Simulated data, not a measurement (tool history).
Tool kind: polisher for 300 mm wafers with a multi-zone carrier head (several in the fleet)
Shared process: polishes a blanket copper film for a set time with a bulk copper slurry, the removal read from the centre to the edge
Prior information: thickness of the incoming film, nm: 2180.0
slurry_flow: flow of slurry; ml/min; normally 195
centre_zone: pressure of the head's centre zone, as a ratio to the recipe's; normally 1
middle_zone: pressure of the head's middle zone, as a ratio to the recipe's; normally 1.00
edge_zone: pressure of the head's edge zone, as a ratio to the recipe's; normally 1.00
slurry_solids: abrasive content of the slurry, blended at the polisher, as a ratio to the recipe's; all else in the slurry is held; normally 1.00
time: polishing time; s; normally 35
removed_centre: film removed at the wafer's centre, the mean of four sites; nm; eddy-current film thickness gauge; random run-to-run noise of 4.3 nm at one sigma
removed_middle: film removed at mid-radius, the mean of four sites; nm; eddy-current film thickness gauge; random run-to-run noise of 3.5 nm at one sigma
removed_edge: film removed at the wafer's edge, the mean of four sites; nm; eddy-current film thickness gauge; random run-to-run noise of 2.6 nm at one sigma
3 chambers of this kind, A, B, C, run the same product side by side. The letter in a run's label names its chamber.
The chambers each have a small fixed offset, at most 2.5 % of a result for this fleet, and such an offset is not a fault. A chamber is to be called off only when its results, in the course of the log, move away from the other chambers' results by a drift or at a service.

run	hour	slurry_flow	centre_zone	middle_zone	edge_zone	slurry_solids	time	wafers polished on this pad	hours since the slurry nozzle was cleaned	hours since the centre zone pressure was calibrated	hours since the edge zone pressure was calibrated	removed_centre	removed_middle	removed_edge
1C	4.6	195	1	1.00	1.00	1.00	35	738	393.1	975.5	105.3	375.12	372.48	369.05
# hour 10.9: chamber A: edge zone pressure recalibrated
2B	12.8	195	1	1.00	1.00	1.00	35	235	85.2	202.5	1154.5	366.48	363.57	368.50
3A	18.5	195	1	1.00	1.00	1.00	35	153	125.5	116.5	7.6	361.76	368.34	361.91
4B	27.1	195	1	1.00	1.00	1.00	35	335	99.5	216.8	1168.8	375.61	359.15	367.23
5A	31.3	195	1	1.00	1.00	1.00	35	242	138.3	129.3	20.4	365.59	371.25	368.30
# hour 36.9: chamber C: worn pad replaced by a new one
6C	39.6	195	1	1.00	1.00	1.00	35	19	428.1	1010.5	140.3	369.60	376.01	369.03
7A	43.4	195	1	1.00	1.00	1.00	35	327	150.4	141.4	32.5	364.50	374.09	362.65
8C	51.5	195	1	1.00	1.00	1.00	35	102	440.0	1022.4	152.2	369.79	374.58	365.13
9B	55.4	195	1	1.00	1.00	1.25	24	532	127.8	245.1	1197.1	262.59	259.31	262.76
10A	61.1	195	1	1.00	1.00	1.25	24	451	168.1	159.1	50.2	268.07	268.97	266.17
11C	65.5	195	1	1.00	1.00	1.25	24	200	454.0	1036.4	166.2	268.24	267.00	266.01
# hour 67.2: chamber C: slurry nozzle cleaned
12B	73.9	195	1	1.00	1.00	1.00	35	662	146.3	263.6	1215.6	372.68	356.36	362.49
# hour 78.6: chamber C: centre zone pressure recalibrated
13B	79.2	195	1	0.96	1.00	1.00	35	699	151.6	268.9	1220.9	361.56	348.51	364.47
14C	87.6	195	1	0.96	1.00	1.00	35	354	20.4	9.0	188.3	401.41	350.45	367.82
15A	94.1	195	1	0.96	1.00	1.00	35	681	201.1	192.1	83.2	363.93	356.86	365.52
16B	102.2	195	1	1.00	1.00	1.00	35	859	174.6	291.9	1243.9	365.52	364.62	366.59
17C	111.0	195	1	1.00	1.00	1.00	35	518	43.8	32.4	211.7	410.84	365.65	369.98
18A	115.7	195	1	1.00	1.00	1.00	35	832	222.7	213.7	104.8	364.92	370.59	367.28
19B	119.8	195	1	1.00	1.00	1.00	35	982	192.2	309.5	1261.5	363.82	357.82	363.17
20A	127.2	195	1	1.00	1.00	1.00	35	913	234.2	225.2	116.3	361.28	372.29	365.47
21C	131.8	195	1	1.00	1.00	1.00	35	663	64.6	53.2	232.5	405.29	371.38	367.18

Which is it: a chamber that has drifted or been left off by a service, a gauge drift common to all chambers, or only each chamber's usual small offset? If a chamber is off, name it and its likeliest cause.

A service on chamber C put it out of line with the rest.
Cause: centre zone's pressure above its setpoint, % = 8.44.

Which of the 4 candidates below, each the usual settings with something changed and its results left as question marks, puts chamber C back in line with what the other chambers give on the usual settings?
In-line tolerance around the mean of the other chambers on the usual settings: removed_centre 15.00 nm; removed_middle 12.00 nm; removed_edge 8.90 nm
22C-1	138.1	195	1.01	1.00	0.99	1.00	35					?	?	?
22C-2	138.1	200	1.06	0.99	0.97	1.00	36					?	?	?
22C-3	138.1	195	0.99	1.00	1.01	1.00	35					?	?	?
22C-4	138.1	190	0.94	1.01	1.03	1.00	34					?	?	?

Average result of the remaining chambers running the usual settings: removed_centre 367.34 nm; removed_middle 364.21 nm; removed_edge 364.78 nm
run	removed_centre	removed_middle	removed_edge
22C-1	406.80	371.51	367.71
22C-2	442.64	379.89	375.31
22C-3	398.06	371.55	371.57
22C-4	363.94	362.96	363.61
With 22C-4, the chamber falls back in line with the rest.
